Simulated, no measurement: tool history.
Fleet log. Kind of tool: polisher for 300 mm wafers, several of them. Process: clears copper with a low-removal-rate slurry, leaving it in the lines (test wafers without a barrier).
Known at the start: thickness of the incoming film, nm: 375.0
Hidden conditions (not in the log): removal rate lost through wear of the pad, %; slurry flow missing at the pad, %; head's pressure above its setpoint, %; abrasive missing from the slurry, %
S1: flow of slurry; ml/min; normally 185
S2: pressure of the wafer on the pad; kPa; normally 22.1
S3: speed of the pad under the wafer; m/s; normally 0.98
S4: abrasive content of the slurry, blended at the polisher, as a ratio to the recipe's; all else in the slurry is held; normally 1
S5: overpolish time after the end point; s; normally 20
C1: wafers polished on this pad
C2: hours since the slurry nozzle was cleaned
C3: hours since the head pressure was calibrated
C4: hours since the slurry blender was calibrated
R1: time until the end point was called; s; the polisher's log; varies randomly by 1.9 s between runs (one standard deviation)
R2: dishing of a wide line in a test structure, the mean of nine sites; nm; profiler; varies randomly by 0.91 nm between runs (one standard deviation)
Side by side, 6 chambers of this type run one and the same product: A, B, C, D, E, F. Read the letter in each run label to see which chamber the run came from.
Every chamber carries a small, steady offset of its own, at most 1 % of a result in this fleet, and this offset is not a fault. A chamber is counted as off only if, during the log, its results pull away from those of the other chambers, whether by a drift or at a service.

run,hour,S1,S2,S3,S4,S5,C1,C2,C3,C4,R1,R2
1B,5.1,185,22.1,0.98,1,20,787,117.7,584.8,273.9,103.62,49.599
# hour 6.7: chamber E: slurry blender recalibrated
# hour 8: chamber C: slurry blender recalibrated
2F,9.1,185,22.1,0.98,1,20,354,789.4,358.2,171.7,107.71,49.282
3C,12.3,185,22.1,0.98,1,20,367,103.6,418.9,4.3,103.1,49.041
4A,16.7,185,22.1,0.98,1,20,200,389.8,604,90.6,101.63,48.726
5E,20.2,185,22.1,0.98,1,20,364,190,139.2,13.5,107.1,50.879
6D,23.9,185,22.1,0.78,0.85,20,740,431.6,350,40.3,137.69,37.998
7A,27.5,185,22.1,0.78,0.85,20,254,400.6,614.8,101.4,136.8,38.449
# hour 30.5: chamber A: slurry nozzle cleaned
8C,32.1,185,22.1,0.78,0.85,20,467,123.4,438.7,24.1,135.74,38.858
9E,35.8,185,22.1,0.78,0.85,20,442,205.6,154.8,29.1,136.44,39.074
# hour 36.1: chamber B: worn pad replaced by a new one
10D,38.2,185,22.1,0.78,0.85,20,812,445.9,364.3,54.6,142.88,38.434
# hour 42.2: chamber E: worn pad replaced by a new one
11B,42.9,185,22.1,0.78,0.85,20,34,155.5,622.6,311.7,130.9,39.154
12F,48,185,22.1,0.98,1,20,550,828.3,397.1,210.6,102.85,49.156
# hour 52.2: chamber F: slurry nozzle cleaned
13A,53.1,185,22.1,0.98,1,20,383,22.7,640.4,127,104.37,47.289
14B,57.9,185,22.1,0.98,1,20,109,170.5,637.6,326.7,107.11,47.556
15F,60.8,185,22.1,0.98,1,20,614,8.6,409.9,223.4,109.94,47.73
16E,64.9,185,22.1,0.98,1,20,114,234.7,183.9,58.2,104.62,48.721
17D,67.3,185,22.1,0.98,1,20,959,475,393.4,83.7,104.56,49.205
18C,71.5,185,22.1,0.98,1,20,665,162.8,478.1,63.5,103.79,47.547
19D,74.4,240,15.2,0.98,1,20,995,482.1,400.5,90.8,145.56,35.237
20B,78.9,240,15.2,0.98,1,20,215,191.5,658.6,347.7,141.12,35.325
21A,82.4,240,15.2,0.98,1,20,531,52,669.7,156.3,148.17,35.208
22E,86.9,240,15.2,0.98,1,20,225,256.7,205.9,80.2,147.5,34.412
23F,89.8,240,15.2,0.98,1,20,760,37.6,438.9,252.4,147.21,32.922
24C,93.4,240,15.2,0.98,1,20,775,184.7,500,85.4,146.76,35.212
25C,96.7,210,26.9,0.98,1,20,792,188,503.3,88.7,84.725,56.507
26E,99.3,210,26.9,0.98,1,20,287,269.1,218.3,92.6,82.395,59.429
27B,102.7,210,26.9,0.98,1,20,335,215.3,682.4,371.5,83.413,57.901
28F,105.1,210,26.9,0.98,1,20,837,52.9,454.2,267.7,89.073,56.297
29A,107.6,210,26.9,0.98,1,20,658,77.2,694.9,181.5,81.067,57.985
30D,111.2,210,26.9,0.98,1,20,1180,518.9,437.3,127.6,84.134,58.649
31A,116.3,185,29,0.98,1,15,702,85.9,703.6,190.2,78.744,46.931
32F,120.3,185,29,0.98,1,15,914,68.1,469.4,282.9,82.984,46.278
33C,123.9,185,29,0.98,1,15,929,215.2,530.5,115.9,78.901,48.566
# hour 126.8: chamber E: worn pad replaced by a new one
34D,129,185,29,0.98,1,15,1270,536.7,455.1,145.4,81.271,48.151
35E,133,185,29,0.98,1,15,31,302.8,252,126.3,79.983,50.625
36B,136.6,185,29,0.98,1,15,506,249.2,716.3,405.4,79.6,48.422
37C,141.5,185,22.1,0.98,1,20,1018,232.8,548.1,133.5,103.02,48.151
38E,145,185,22.1,0.98,1,20,91,314.8,264,138.3,104.08,48.985
39B,149.7,185,22.1,0.98,1,20,572,262.3,729.4,418.5,102.67,48.938

One chamber off, gauge drift, or nothing amiss beyond the chambers' own small offsets? If it is a chamber, which one, and what is the likeliest cause?

It is chamber F that slowly wanders off from its peers.
Most likely cause: removal rate lost through wear of the pad, % = 10.6.
It could be hard to tell apart here from: head's pressure below its setpoint, %; abrasive missing from the slurry, %.

Chamber F could run next with any of the 4 candidate recipes listed below; each alters the usual settings, and their results appear as question marks. Which one brings its results back in line with what the other chambers deliver on the usual settings?
Maximum distance from the other chambers' mean on the usual settings for a result to count as in line: R1 6.7 s; R2 3.2 nm
40F-1,153.5,185,23.4,1.04,1,20,,,,,?,?
40F-2,153.5,185,20.7,0.92,1,20,,,,,?,?
40F-3,153.5,190,24.8,1.1,1,20,,,,,?,?
40F-4,153.5,180,20,0.88,1,20,,,,,?,?

Other chambers, usual settings, mean: R1 103.99 s; R2 48.429 nm
run,R1,R2
40F-1,103.17,48.231
40F-2,132.58,38.67
40F-3,91.651,53.402
40F-4,144.12,35.9
The answer is 40F-1, which returns the chamber to within the allowed miss of the others.
